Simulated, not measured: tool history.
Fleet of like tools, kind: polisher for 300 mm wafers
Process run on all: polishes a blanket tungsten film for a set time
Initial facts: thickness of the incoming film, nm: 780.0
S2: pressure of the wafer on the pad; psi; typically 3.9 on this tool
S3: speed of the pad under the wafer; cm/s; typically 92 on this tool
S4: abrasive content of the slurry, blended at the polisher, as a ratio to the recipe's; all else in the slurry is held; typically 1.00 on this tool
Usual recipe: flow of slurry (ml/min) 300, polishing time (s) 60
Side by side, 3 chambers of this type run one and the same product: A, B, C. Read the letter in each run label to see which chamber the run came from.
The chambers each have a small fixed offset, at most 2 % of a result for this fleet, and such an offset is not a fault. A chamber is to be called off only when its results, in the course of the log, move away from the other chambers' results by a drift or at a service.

-- hour=2.2 chamber C: slurry blender recalibrated
run 1C hour=3.9 | flow_of_slurry_(ml/min)=300 S2=3.9 S3=92 S4=1.00 polishing_time_(s)=60 | film_removed_(Å)=2678.4
run 2A hour=10.0 | flow_of_slurry_(ml/min)=300 S2=3.9 S3=92 S4=1.00 polishing_time_(s)=60 | film_removed_(Å)=2743.5
run 3B hour=13.4 | flow_of_slurry_(ml/min)=300 S2=3.9 S3=92 S4=1.00 polishing_time_(s)=60 | film_removed_(Å)=2650.4
run 4C hour=18.1 | flow_of_slurry_(ml/min)=300 S2=3.9 S3=92 S4=1.00 polishing_time_(s)=60 | film_removed_(Å)=2705.8
-- hour=19.3 chamber C: worn pad replaced by a new one
run 5A hour=21.8 | flow_of_slurry_(ml/min)=300 S2=3.9 S3=92 S4=1.00 polishing_time_(s)=60 | film_removed_(Å)=2730.6
run 6B hour=25.7 | flow_of_slurry_(ml/min)=300 S2=3.9 S3=92 S4=1.00 polishing_time_(s)=60 | film_removed_(Å)=2632.7
run 7B hour=32.1 | flow_of_slurry_(ml/min)=300 S2=3.9 S3=92 S4=1.00 polishing_time_(s)=60 | film_removed_(Å)=2630.2
run 8A hour=35.1 | flow_of_slurry_(ml/min)=210 S2=3.9 S3=92 S4=1.00 polishing_time_(s)=53 | film_removed_(Å)=2318.7
run 9C hour=38.8 | flow_of_slurry_(ml/min)=210 S2=3.9 S3=92 S4=1.00 polishing_time_(s)=53 | film_removed_(Å)=2281.1
run 10B hour=41.9 | flow_of_slurry_(ml/min)=210 S2=3.9 S3=92 S4=1.00 polishing_time_(s)=53 | film_removed_(Å)=2256.2
-- hour=42.3 chamber B: worn pad replaced by a new one
-- hour=43.3 chamber A: slurry tank refilled with fresh slurry and peroxide
run 11C hour=47.9 | flow_of_slurry_(ml/min)=300 S2=3.9 S3=92 S4=1.00 polishing_time_(s)=60 | film_removed_(Å)=2654.3
-- hour=53.6 chamber C: slurry nozzle cleaned
run 12A hour=54.7 | flow_of_slurry_(ml/min)=330 S2=3.9 S3=92 S4=1.00 polishing_time_(s)=60 | film_removed_(Å)=2768.1
-- hour=55.3 chamber B: slurry tank refilled with fresh slurry and peroxide
run 13C hour=58.9 | flow_of_slurry_(ml/min)=330 S2=3.9 S3=92 S4=1.00 polishing_time_(s)=60 | film_removed_(Å)=2703.8
-- hour=61.6 chamber A: worn pad replaced by a new one
run 14A hour=62.6 | flow_of_slurry_(ml/min)=330 S2=3.9 S3=92 S4=1.00 polishing_time_(s)=60 | film_removed_(Å)=2773.6
run 15B hour=68.4 | flow_of_slurry_(ml/min)=300 S2=3.9 S3=92 S4=1.00 polishing_time_(s)=60 | film_removed_(Å)=2726.3
run 16B hour=72.5 | flow_of_slurry_(ml/min)=300 S2=3.9 S3=92 S4=1.00 polishing_time_(s)=60 | film_removed_(Å)=2703.0
run 17C hour=76.6 | flow_of_slurry_(ml/min)=350 S2=3.9 S3=68 S4=1.00 polishing_time_(s)=60 | film_removed_(Å)=1985.9
run 18A hour=83.0 | flow_of_slurry_(ml/min)=350 S2=3.9 S3=68 S4=1.00 polishing_time_(s)=60 | film_removed_(Å)=2028.8
-- hour=86.0 chamber A: slurry tank refilled with fresh slurry and peroxide
run 19C hour=89.3 | flow_of_slurry_(ml/min)=350 S2=3.9 S3=68 S4=1.00 polishing_time_(s)=60 | film_removed_(Å)=1990.5
run 20B hour=95.9 | flow_of_slurry_(ml/min)=300 S2=3.9 S3=68 S4=1.00 polishing_time_(s)=77 | film_removed_(Å)=2588.0
run 21A hour=100.8 | flow_of_slurry_(ml/min)=300 S2=3.9 S3=68 S4=1.00 polishing_time_(s)=77 | film_removed_(Å)=2541.4
run 22C hour=103.8 | flow_of_slurry_(ml/min)=300 S2=3.9 S3=68 S4=1.00 polishing_time_(s)=77 | film_removed_(Å)=2606.0
run 23B hour=109.1 | flow_of_slurry_(ml/min)=300 S2=3.9 S3=92 S4=1.00 polishing_time_(s)=60 | film_removed_(Å)=2648.9
-- hour=114.0 chamber B: slurry tank refilled with fresh slurry and peroxide
run 24A hour=114.2 | flow_of_slurry_(ml/min)=300 S2=3.9 S3=92 S4=1.00 polishing_time_(s)=60 | film_removed_(Å)=2716.2
-- hour=118.7 chamber A: head pressure recalibrated
run 25A hour=120.7 | flow_of_slurry_(ml/min)=300 S2=3.9 S3=92 S4=1.00 polishing_time_(s)=60 | film_removed_(Å)=2727.0
run 26B hour=126.7 | flow_of_slurry_(ml/min)=300 S2=3.9 S3=92 S4=1.00 polishing_time_(s)=60 | film_removed_(Å)=2704.7
-- hour=127.0 chamber C: slurry tank refilled with fresh slurry and peroxide
run 27C hour=131.4 | flow_of_slurry_(ml/min)=300 S2=3.9 S3=92 S4=1.20 polishing_time_(s)=60 | film_removed_(Å)=2795.1
-- hour=132.9 chamber A: slurry tank refilled with fresh slurry and peroxide
run 28B hour=136.3 | flow_of_slurry_(ml/min)=300 S2=3.9 S3=92 S4=1.20 polishing_time_(s)=60 | film_removed_(Å)=2816.6
-- hour=140.1 chamber B: worn pad replaced by a new one
run 29C hour=141.5 | flow_of_slurry_(ml/min)=300 S2=3.9 S3=92 S4=1.20 polishing_time_(s)=60 | film_removed_(Å)=2826.8
run 30A hour=146.7 | flow_of_slurry_(ml/min)=300 S2=3.9 S3=92 S4=0.75 polishing_time_(s)=60 | film_removed_(Å)=2570.2
run 31B hour=153.2 | flow_of_slurry_(ml/min)=300 S2=3.9 S3=92 S4=0.75 polishing_time_(s)=60 | film_removed_(Å)=2506.2
run 32C hour=159.3 | flow_of_slurry_(ml/min)=300 S2=3.9 S3=92 S4=0.75 polishing_time_(s)=60 | film_removed_(Å)=2486.7
-- hour=163.5 chamber B: slurry blender recalibrated
run 33A hour=163.9 | flow_of_slurry_(ml/min)=300 S2=3.9 S3=92 S4=1.00 polishing_time_(s)=60 | film_removed_(Å)=2773.8
run 34B hour=167.3 | flow_of_slurry_(ml/min)=300 S2=3.9 S3=92 S4=1.00 polishing_time_(s)=60 | film_removed_(Å)=2671.7
run 35A hour=171.1 | flow_of_slurry_(ml/min)=300 S2=3.9 S3=92 S4=1.00 polishing_time_(s)=60 | film_removed_(Å)=2716.6
run 36C hour=177.4 | flow_of_slurry_(ml/min)=300 S2=3.9 S3=104 S4=1.00 polishing_time_(s)=71 | film_removed_(Å)=3643.5

The same settings go to every chamber for the next run, one line per chamber below. Forecast the results for each:
run 37A hour=182.3 | flow_of_slurry_(ml/min)=300 S2=4.7 S3=92 S4=1.00 polishing_time_(s)=60 | film_removed_(Å)=?
run 37B hour=182.3 | flow_of_slurry_(ml/min)=300 S2=4.7 S3=92 S4=1.00 polishing_time_(s)=60 | film_removed_(Å)=?
run 37C hour=182.3 | flow_of_slurry_(ml/min)=300 S2=4.7 S3=92 S4=1.00 polishing_time_(s)=60 | film_removed_(Å)=?

run=37A film_removed_(Å)=3284.2
run=37B film_removed_(Å)=3325.3
run=37C film_removed_(Å)=3248.9

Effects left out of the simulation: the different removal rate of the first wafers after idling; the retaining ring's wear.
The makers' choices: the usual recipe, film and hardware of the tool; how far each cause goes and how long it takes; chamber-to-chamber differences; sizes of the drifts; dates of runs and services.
